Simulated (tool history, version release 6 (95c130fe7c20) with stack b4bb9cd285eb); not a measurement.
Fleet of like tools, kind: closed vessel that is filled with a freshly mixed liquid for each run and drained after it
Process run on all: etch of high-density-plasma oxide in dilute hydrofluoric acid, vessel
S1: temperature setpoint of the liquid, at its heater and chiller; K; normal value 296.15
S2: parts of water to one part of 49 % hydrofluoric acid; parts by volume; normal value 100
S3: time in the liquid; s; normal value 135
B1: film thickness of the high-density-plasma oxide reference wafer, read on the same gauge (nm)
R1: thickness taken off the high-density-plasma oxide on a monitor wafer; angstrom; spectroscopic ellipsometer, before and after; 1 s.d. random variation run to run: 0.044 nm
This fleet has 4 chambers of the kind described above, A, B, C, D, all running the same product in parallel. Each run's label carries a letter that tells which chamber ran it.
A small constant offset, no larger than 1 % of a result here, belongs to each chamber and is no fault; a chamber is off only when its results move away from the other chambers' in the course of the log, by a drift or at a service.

| run | day | S1 | S2 | S3 | B1 | R1 |
|---|---|---|---|---|---|---|
| 1D | 0.371 | 296.15 | 100 | 135 | 90.011 | 70.517 |
| 2B | 0.738 | 296.15 | 100 | 135 | 90.014 | 71.073 |
| 3C | 1.162 | 296.15 | 100 | 135 | 90.002 | 71.996 |
| 4A | 1.454 | 296.15 | 100 | 135 | 90.03 | 71.264 |
|  | 1.458 | chamber C: thermometer replaced |
| 5A | 1.925 | 293.15 | 100 | 135 | 90.016 | 62.796 |
| 6B | 2.392 | 293.15 | 100 | 135 | 89.994 | 63.014 |
| 7D | 2.612 | 293.15 | 100 | 135 | 89.958 | 62.537 |
| 8C | 3.104 | 293.15 | 100 | 135 | 89.991 | 63.195 |
| 9C | 3.521 | 296.15 | 100 | 135 | 89.984 | 72.073 |
| 10D | 3.8 | 296.15 | 100 | 135 | 89.98 | 71.068 |
| 11B | 4.025 | 296.15 | 100 | 135 | 90.035 | 70.491 |
| 12A | 4.317 | 296.15 | 65 | 190 | 89.992 | 160.59 |
| 13C | 4.558 | 296.15 | 65 | 190 | 89.995 | 162.44 |
| 14B | 4.996 | 296.15 | 65 | 190 | 90 | 159.69 |
| 15A | 5.362 | 296.15 | 65 | 190 | 89.977 | 162.84 |
| 16D | 5.729 | 296.15 | 100 | 135 | 90.014 | 71.866 |
| 17B | 5.979 | 296.15 | 100 | 135 | 90.01 | 69.887 |
| 18D | 6.246 | 296.15 | 100 | 135 | 90 | 72.681 |
| 19A | 6.475 | 299.65 | 100 | 165 | 89.99 | 100.14 |
| 20C | 6.921 | 299.65 | 100 | 165 | 89.989 | 99.826 |
| 21D | 7.229 | 299.65 | 100 | 165 | 89.999 | 102.12 |
| 22A | 7.604 | 299.65 | 100 | 165 | 90.007 | 99.234 |
| 23C | 7.867 | 296.15 | 100 | 135 | 90 | 71.329 |
| 24B | 8.121 | 296.15 | 100 | 135 | 89.996 | 71.287 |
| 25B | 8.396 | 296.15 | 100 | 135 | 89.987 | 70.291 |
| 26C | 8.825 | 296.15 | 100 | 135 | 90.004 | 71.443 |
| 27A | 9.321 | 296.15 | 100 | 135 | 90.016 | 71.438 |
| 28D | 9.8 | 296.15 | 100 | 135 | 89.996 | 74.528 |
|  | 10.133 | chamber C: hydrofluoric acid flow meter replaced |
| 29A | 10.271 | 296.15 | 100 | 70 | 89.996 | 37.525 |
| 30D | 10.762 | 296.15 | 100 | 70 | 89.957 | 38.277 |
| 31B | 11.021 | 296.15 | 100 | 70 | 89.996 | 36.833 |
| 32C | 11.279 | 296.15 | 100 | 70 | 90 | 36.781 |
| 33D | 11.746 | 296.15 | 75 | 55 | 89.995 | 42.29 |
| 34B | 12.054 | 296.15 | 75 | 55 | 90.025 | 39.429 |
| 35A | 12.392 | 296.15 | 75 | 55 | 90.007 | 40.082 |
| 36C | 12.608 | 296.15 | 75 | 55 | 90.007 | 40.31 |
| 37D | 12.858 | 296.15 | 100 | 135 | 89.989 | 75.161 |
|  | 13.096 | chamber B: thermometer replaced |
| 38B | 13.279 | 296.15 | 100 | 135 | 90.009 | 70.949 |
| 39A | 13.642 | 296.15 | 75 | 135 | 90.009 | 98.019 |
| 40C | 14.129 | 296.15 | 75 | 135 | 90.016 | 98.596 |
| 41D | 14.421 | 296.15 | 75 | 135 | 89.99 | 106.64 |
| 42B | 14.683 | 296.15 | 75 | 135 | 89.976 | 96.49 |

Next, all 4 chambers run the settings below, one line each with question marks for the results. What does each chamber give?
| 43A | 15.042 | 298.15 | 100 | 135 |  | ? |
| 43B | 15.042 | 298.15 | 100 | 135 |  | ? |
| 43C | 15.042 | 298.15 | 100 | 135 |  | ? |
| 43D | 15.042 | 298.15 | 100 | 135 |  | ? |

| run | R1 |
|---|---|
| 43A | 77.202 |
| 43B | 76.872 |
| 43C | 76.269 |
| 43D | 83.507 |
